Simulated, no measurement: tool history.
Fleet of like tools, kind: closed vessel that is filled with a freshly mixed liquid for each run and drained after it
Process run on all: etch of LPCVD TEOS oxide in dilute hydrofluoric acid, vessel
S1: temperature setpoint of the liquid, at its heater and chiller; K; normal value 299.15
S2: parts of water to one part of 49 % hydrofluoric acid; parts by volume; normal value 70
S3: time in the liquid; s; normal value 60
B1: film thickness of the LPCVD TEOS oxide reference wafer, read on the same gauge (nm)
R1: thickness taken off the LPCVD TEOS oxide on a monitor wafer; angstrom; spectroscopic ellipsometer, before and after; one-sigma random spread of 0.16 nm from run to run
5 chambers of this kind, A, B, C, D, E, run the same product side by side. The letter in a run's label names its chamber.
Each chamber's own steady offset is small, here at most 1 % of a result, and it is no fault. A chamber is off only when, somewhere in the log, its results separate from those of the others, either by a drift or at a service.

{"run": "1C", "day": 0.254, "S1": 299.15, "S2": 70, "S3": 60, "B1": 110.04, "R1": 289.91}
{"run": "2A", "day": 0.371, "S1": 299.15, "S2": 70, "S3": 60, "B1": 110.01, "R1": 291.41}
{"run": "3E", "day": 0.6, "S1": 299.15, "S2": 70, "S3": 60, "B1": 110.01, "R1": 292.39}
{"run": "4D", "day": 0.812, "S1": 299.15, "S2": 70, "S3": 60, "B1": 110.01, "R1": 289.05}
{"run": "5B", "day": 1.046, "S1": 299.15, "S2": 70, "S3": 60, "B1": 110.01, "R1": 285.82}
{"run": "6E", "day": 1.292, "S1": 301.65, "S2": 105, "S3": 60, "B1": 110.02, "R1": 199.2}
{"run": "7B", "day": 1.438, "S1": 301.65, "S2": 105, "S3": 60, "B1": 109.99, "R1": 199.22}
{"day": 1.454, "done": "chamber B: hydrofluoric acid flow meter replaced"}
{"run": "8D", "day": 1.55, "S1": 301.65, "S2": 105, "S3": 60, "B1": 109.95, "R1": 201.86}
{"run": "9A", "day": 1.667, "S1": 301.65, "S2": 105, "S3": 60, "B1": 109.97, "R1": 204.59}
{"run": "10C", "day": 1.9, "S1": 301.65, "S2": 105, "S3": 60, "B1": 109.99, "R1": 199.27}
{"run": "11A", "day": 2.104, "S1": 299.15, "S2": 70, "S3": 60, "B1": 110.03, "R1": 289.35}
{"run": "12C", "day": 2.304, "S1": 294.15, "S2": 70, "S3": 60, "B1": 110.01, "R1": 234.73}
{"run": "13E", "day": 2.483, "S1": 294.15, "S2": 70, "S3": 60, "B1": 110.04, "R1": 232.72}
{"day": 2.621, "done": "chamber C: hydrofluoric acid flow meter replaced"}
{"run": "14D", "day": 2.675, "S1": 294.15, "S2": 70, "S3": 60, "B1": 110.0, "R1": 233.07}
{"run": "15B", "day": 2.929, "S1": 294.15, "S2": 70, "S3": 60, "B1": 110.05, "R1": 231.04}
{"run": "16A", "day": 3.158, "S1": 294.15, "S2": 70, "S3": 60, "B1": 110.02, "R1": 234.79}
{"run": "17D", "day": 3.279, "S1": 299.15, "S2": 70, "S3": 60, "B1": 110.02, "R1": 287.32}
{"run": "18E", "day": 3.45, "S1": 299.15, "S2": 70, "S3": 60, "B1": 110.0, "R1": 292.57}
{"run": "19B", "day": 3.608, "S1": 299.15, "S2": 70, "S3": 60, "B1": 110.02, "R1": 283.17}
{"run": "20C", "day": 3.825, "S1": 299.15, "S2": 70, "S3": 60, "B1": 110.03, "R1": 286.0}
{"run": "21D", "day": 4.067, "S1": 299.15, "S2": 70, "S3": 60, "B1": 109.97, "R1": 287.69}
{"run": "22E", "day": 4.283, "S1": 299.15, "S2": 70, "S3": 60, "B1": 109.96, "R1": 287.55}
{"run": "23A", "day": 4.421, "S1": 299.15, "S2": 70, "S3": 60, "B1": 109.99, "R1": 289.63}
{"run": "24B", "day": 4.612, "S1": 299.15, "S2": 70, "S3": 60, "B1": 109.99, "R1": 284.83}
{"run": "25C", "day": 4.85, "S1": 299.15, "S2": 70, "S3": 60, "B1": 109.98, "R1": 287.28}
{"run": "26B", "day": 5.062, "S1": 302.15, "S2": 70, "S3": 60, "B1": 110.05, "R1": 322.48}
{"run": "27C", "day": 5.242, "S1": 302.15, "S2": 70, "S3": 60, "B1": 110.0, "R1": 321.73}
{"run": "28E", "day": 5.367, "S1": 302.15, "S2": 70, "S3": 60, "B1": 110.01, "R1": 324.05}
{"run": "29A", "day": 5.492, "S1": 302.15, "S2": 70, "S3": 60, "B1": 109.96, "R1": 329.29}
{"run": "30D", "day": 5.688, "S1": 302.15, "S2": 70, "S3": 60, "B1": 109.95, "R1": 324.21}
{"run": "31E", "day": 5.838, "S1": 299.15, "S2": 40, "S3": 60, "B1": 110.0, "R1": 530.09}
{"run": "32C", "day": 5.95, "S1": 299.15, "S2": 40, "S3": 60, "B1": 110.0, "R1": 525.47}
{"run": "33D", "day": 6.121, "S1": 299.15, "S2": 40, "S3": 60, "B1": 109.96, "R1": 523.89}
{"run": "34A", "day": 6.358, "S1": 299.15, "S2": 40, "S3": 60, "B1": 110.04, "R1": 530.45}

One chamber off, gauge drift, or nothing amiss beyond the chambers' own small offsets? If it is a chamber, which one, and what is the likeliest cause?

Beyond each chamber's small constant offset nothing stands out, and the gauge stays steady.
